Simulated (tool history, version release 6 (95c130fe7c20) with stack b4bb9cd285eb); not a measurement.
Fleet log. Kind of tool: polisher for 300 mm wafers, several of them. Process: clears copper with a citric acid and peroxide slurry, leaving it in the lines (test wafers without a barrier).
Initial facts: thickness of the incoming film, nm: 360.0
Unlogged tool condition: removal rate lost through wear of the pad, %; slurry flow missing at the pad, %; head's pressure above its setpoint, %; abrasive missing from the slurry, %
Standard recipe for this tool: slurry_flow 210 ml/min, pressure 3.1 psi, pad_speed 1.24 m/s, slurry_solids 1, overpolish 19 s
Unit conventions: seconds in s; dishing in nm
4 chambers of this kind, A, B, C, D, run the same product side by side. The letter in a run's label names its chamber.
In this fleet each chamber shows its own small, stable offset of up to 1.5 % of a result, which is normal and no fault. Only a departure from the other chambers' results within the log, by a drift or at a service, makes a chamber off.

run,hour,slurry_flow,pressure,pad_speed,slurry_solids,overpolish,wafers polished on this pad,hours since the slurry nozzle was cleaned,hours since the head pressure was calibrated,hours since the slurry blender was calibrated,seconds,dishing
1C,5.9,210,3.1,1.24,1,19,472,95.2,764.4,111.3,139.07,34.016
# hour 8.9: chamber C: worn pad replaced by a new one
# hour 10.2: chamber A: head pressure recalibrated
2A,11.9,210,3.1,1.24,1,19,279,256.9,1.8,29.9,137.34,33.968
# hour 15: chamber B: head pressure recalibrated
3D,18.1,210,3.1,1.24,1,19,653,174,43,294.7,137.67,34.204
# hour 20.3: chamber B: worn pad replaced by a new one
4B,24.5,210,3.1,1.24,1,19,37,296.1,9.5,147.1,138.47,34.056
5B,27.6,210,3.1,1.24,1,19,64,299.2,12.6,150.2,142.31,35.039
6A,30.6,210,3.1,1.24,1,23,442,275.6,20.5,48.6,138.73,40.62
# hour 33.9: chamber C: slurry blender recalibrated
# hour 35.2: chamber D: slurry blender recalibrated
7C,36.1,210,3.1,1.24,1,23,238,125.4,794.6,2.3,137.89,40.137
8D,40,210,3.1,1.24,1,23,844,195.9,64.9,4.8,142.43,39.641
# hour 42.1: chamber B: slurry blender recalibrated
9C,46.6,210,3.1,1.24,1,23,329,135.9,805.1,12.8,141.99,41.132
10D,51.9,210,3.1,1.24,1,19,948,207.8,76.8,16.7,137.87,34.202
11B,56.4,210,3.1,1.24,1,19,315,328,41.4,14.4,136.25,33.644
12A,61.4,210,3.1,1.24,1,19,711,306.4,51.3,79.4,140.47,33.866
13D,66.2,210,3.1,1.24,1,19,1073,222.1,91.1,31,142.09,34.263
# hour 69.1: chamber C: worn pad replaced by a new one
14B,69.8,210,3.1,1.24,1,19,432,341.4,54.8,27.8,137.37,33.671
15A,76.6,210,3.1,1.24,1,19,843,321.6,66.5,94.6,144.65,33.259
# hour 77.1: chamber D: worn pad replaced by a new one
16C,83.3,210,3.1,1.24,1,19,124,172.6,841.8,49.5,139.21,34.086
17C,89.6,210,3.1,1.24,1,19,179,178.9,848.1,55.8,135.09,35.055
18A,95,210,3.1,1.24,1,19,1004,340,84.9,113,140.99,34.359
19D,101.7,210,3.1,1.24,1,19,215,257.6,126.6,66.5,135.88,34.684
# hour 103.1: chamber B: slurry nozzle cleaned
20B,106.6,210,3.1,1.24,1,19,753,3.6,91.6,64.6,142.06,33.786
21B,111.5,210,3.1,1.24,1,19,796,8.5,96.5,69.5,134.94,34.155
22A,116.1,210,3.1,1.24,1,19,1188,361.1,106,134.1,140.69,34.291
23C,122,210,3.1,1.24,1,19,461,211.3,880.5,88.2,138.25,34.066
24D,128.6,210,3.1,1.24,1,19,450,284.5,153.5,93.4,139.72,34.26
25A,133.5,210,3.1,1.24,1,19,1340,378.5,123.4,151.5,137.57,33.478
26B,138.1,210,3.1,1.24,1,19,1028,35.1,123.1,96.1,139.2,34.462
# hour 138.5: chamber C: worn pad replaced by a new one
27D,144.3,210,3.1,1.24,0.7,19,587,300.2,169.2,109.1,154.79,31.527
# hour 146.3: chamber A: worn pad replaced by a new one
28C,148.6,210,3.1,1.24,0.7,19,88,237.9,907.1,114.8,154.72,32.261
29A,152.4,210,3.1,1.24,0.7,19,53,397.4,142.3,170.4,149.64,31.821
30D,156.2,210,3.1,1.24,0.7,19,691,312.1,181.1,121,151.3,31.69
31C,159.8,210,3.1,1.24,1,19,186,249.1,918.3,126,140.28,34.802
32B,163.1,210,3.1,1.24,1,19,1247,60.1,148.1,121.1,139.53,34.621
# hour 166: chamber B: worn pad replaced by a new one
33B,169,210,3.1,1.24,1,19,27,66,154,127,140.31,34.025
# hour 170.8: chamber C: slurry blender recalibrated
34D,175.2,210,3.1,1.24,1,19,857,331.1,200.1,140,140.56,34.189
35C,180.2,210,3.1,1.24,1,19,364,269.5,938.7,9.5,136.56,34.441
36A,183.3,210,3.1,1.24,1,19,323,428.3,173.2,201.3,139.41,34.035
37B,187.2,210,3.1,1.24,1,19,185,84.2,172.2,145.2,136.29,33.759
38D,192.4,210,3.1,1.24,1,19,1007,348.3,217.3,157.2,132.92,34.171
39A,197.5,210,3.1,1.24,1,19,447,442.5,187.4,215.5,142,33.541
# hour 202.4: chamber C: worn pad replaced by a new one
40C,204,210,3.1,1.24,1,19,14,293.3,962.5,33.3,137.55,35.033

For the next run the whole fleet of 4 chambers uses the same settings. Give each chamber's results:
41A,208.9,210,3.1,1.24,1.15,19,,,,,?,?
41B,208.9,210,3.1,1.24,1.15,19,,,,,?,?
41C,208.9,210,3.1,1.24,1.15,19,,,,,?,?
41D,208.9,210,3.1,1.24,1.15,19,,,,,?,?

run,seconds,dishing
41A,136.42,34.391
41B,130.07,34.436
41C,137.18,35.693
41D,133.8,36.579
